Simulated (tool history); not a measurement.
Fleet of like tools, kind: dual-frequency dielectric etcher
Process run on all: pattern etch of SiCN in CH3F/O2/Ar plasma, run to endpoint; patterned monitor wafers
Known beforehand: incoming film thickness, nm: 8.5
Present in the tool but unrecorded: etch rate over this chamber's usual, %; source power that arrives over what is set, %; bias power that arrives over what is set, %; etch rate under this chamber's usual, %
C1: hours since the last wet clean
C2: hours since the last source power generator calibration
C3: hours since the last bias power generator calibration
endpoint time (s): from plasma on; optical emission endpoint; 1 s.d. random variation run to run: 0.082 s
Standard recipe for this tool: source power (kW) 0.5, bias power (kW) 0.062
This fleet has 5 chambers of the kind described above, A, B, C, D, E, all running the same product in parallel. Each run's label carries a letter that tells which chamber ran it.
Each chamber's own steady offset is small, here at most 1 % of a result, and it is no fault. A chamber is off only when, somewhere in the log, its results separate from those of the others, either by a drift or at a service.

At hour 1.1: chamber B: wet clean of the chamber.
Run 1B, hour 8.6: usual settings; C1 7.6; C2 1231.2; C3 1532.3. Result: endpoint time (s) 22.029.
Run 2E, hour 15.2: usual settings; C1 39.9; C2 1602.4; C3 139.4. Result: endpoint time (s) 21.772.
Run 3A, hour 24.8: usual settings; C1 306; C2 1825.9; C3 3275.6. Result: endpoint time (s) 21.753.
Run 4C, hour 32.9: usual settings; C1 90.6; C2 717.6; C3 1027.1. Result: endpoint time (s) 21.84.
Run 5D, hour 42.3: usual settings; C1 470.7; C2 641.5; C3 795.4. Result: endpoint time (s) 21.811.
Run 6B, hour 47: usual settings; C1 46; C2 1269.6; C3 1570.7. Result: endpoint time (s) 22.172.
Run 7D, hour 54.8: usual settings; C1 483.2; C2 654; C3 807.9. Result: endpoint time (s) 21.78.
Run 8C, hour 63: usual settings but source power (kW) 0.54, bias power (kW) 0.07; C1 120.7; C2 747.7; C3 1057.2. Result: endpoint time (s) 20.381.
Run 9E, hour 72.1: usual settings but source power (kW) 0.54, bias power (kW) 0.07; C1 96.8; C2 1659.3; C3 196.3. Result: endpoint time (s) 20.332.
Run 10A, hour 77.2: usual settings but source power (kW) 0.54, bias power (kW) 0.07; C1 358.4; C2 1878.3; C3 3328. Result: endpoint time (s) 20.355.
At hour 84.3: chamber D: wet clean of the chamber.
Run 11D, hour 84.5: usual settings but source power (kW) 0.54, bias power (kW) 0.07; C1 0.2; C2 683.7; C3 837.6. Result: endpoint time (s) 20.363.
Run 12B, hour 89: usual settings but source power (kW) 0.54, bias power (kW) 0.07; C1 88; C2 1311.6; C3 1612.7. Result: endpoint time (s) 20.477.
Run 13C, hour 94: usual settings; C1 151.7; C2 778.7; C3 1088.2. Result: endpoint time (s) 21.79.
Run 14E, hour 100.7: usual settings; C1 125.4; C2 1687.9; C3 224.9. Result: endpoint time (s) 21.764.
Run 15A, hour 106.5: usual settings; C1 387.7; C2 1907.6; C3 3357.3. Result: endpoint time (s) 21.791.
At hour 110.6: chamber A: wet clean of the chamber.
Run 16C, hour 111.3: usual settings; C1 169; C2 796; C3 1105.5. Result: endpoint time (s) 21.756.
Run 17D, hour 117.5: usual settings but source power (kW) 0.39; C1 33.2; C2 716.7; C3 870.6. Result: endpoint time (s) 23.999.
Run 18E, hour 125.6: usual settings but source power (kW) 0.39; C1 150.3; C2 1712.8; C3 249.8. Result: endpoint time (s) 23.962.
Run 19B, hour 134.6: usual settings but source power (kW) 0.39; C1 133.6; C2 1357.2; C3 1658.3. Result: endpoint time (s) 24.287.
Run 20A, hour 144.4: usual settings but source power (kW) 0.39; C1 33.9; C2 1945.5; C3 3395.2. Result: endpoint time (s) 23.913.
Run 21D, hour 153.3: usual settings but source power (kW) 0.39; C1 69; C2 752.5; C3 906.4. Result: endpoint time (s) 23.746.
Run 22E, hour 160.6: usual settings; C1 185.3; C2 1747.8; C3 284.8. Result: endpoint time (s) 21.846.
Run 23C, hour 168: usual settings; C1 225.7; C2 852.7; C3 1162.2. Result: endpoint time (s) 21.851.
Run 24B, hour 177: usual settings; C1 176; C2 1399.6; C3 1700.7. Result: endpoint time (s) 22.052.
Run 25A, hour 183.2: usual settings; C1 72.7; C2 1984.3; C3 3434. Result: endpoint time (s) 21.757.
Run 26E, hour 191.8: usual settings; C1 216.5; C2 1779; C3 316. Result: endpoint time (s) 21.627.
Run 27C, hour 201.2: usual settings; C1 258.9; C2 885.9; C3 1195.4. Result: endpoint time (s) 21.82.
Run 28A, hour 210.5: usual settings; C1 100; C2 2011.6; C3 3461.3. Result: endpoint time (s) 21.725.
Run 29D, hour 216.7: usual settings but source power (kW) 0.43, bias power (kW) 0.052; C1 132.4; C2 815.9; C3 969.8. Result: endpoint time (s) 24.578.
Run 30B, hour 225.7: usual settings but source power (kW) 0.43, bias power (kW) 0.052; C1 224.7; C2 1448.3; C3 1749.4. Result: endpoint time (s) 24.885.
Run 31D, hour 234.5: usual settings but source power (kW) 0.43, bias power (kW) 0.052; C1 150.2; C2 833.7; C3 987.6. Result: endpoint time (s) 24.522.
Run 32C, hour 241.9: usual settings but source power (kW) 0.43, bias power (kW) 0.052; C1 299.6; C2 926.6; C3 1236.1. Result: endpoint time (s) 24.629.
Run 33E, hour 251.1: usual settings but source power (kW) 0.43, bias power (kW) 0.052; C1 275.8; C2 1838.3; C3 375.3. Result: endpoint time (s) 24.432.
Run 34B, hour 258.7: usual settings; C1 257.7; C2 1481.3; C3 1782.4. Result: endpoint time (s) 22.105.
Run 35A, hour 265: usual settings; C1 154.5; C2 2066.1; C3 3515.8. Result: endpoint time (s) 21.754.
Run 36A, hour 273.2: usual settings but bias power (kW) 0.046; C1 162.7; C2 2074.3; C3 3524. Result: endpoint time (s) 23.793.
Run 37D, hour 281.4: usual settings but bias power (kW) 0.046; C1 197.1; C2 880.6; C3 1034.5. Result: endpoint time (s) 24.073.
Run 38C, hour 286.4: usual settings but bias power (kW) 0.046; C1 344.1; C2 971.1; C3 1280.6. Result: endpoint time (s) 24.042.
Run 39E, hour 295.3: usual settings but bias power (kW) 0.046; C1 320; C2 1882.5; C3 419.5. Result: endpoint time (s) 23.783.

Decide between three cases: one chamber stands off from its peers, the gauge reading all wafers drifts, or nothing is wrong past each chamber's small offset. Where a chamber is off, say which and what most likely put it there.

Nothing is wrong: each chamber keeps only its own small, steady offset and the gauge holds still.
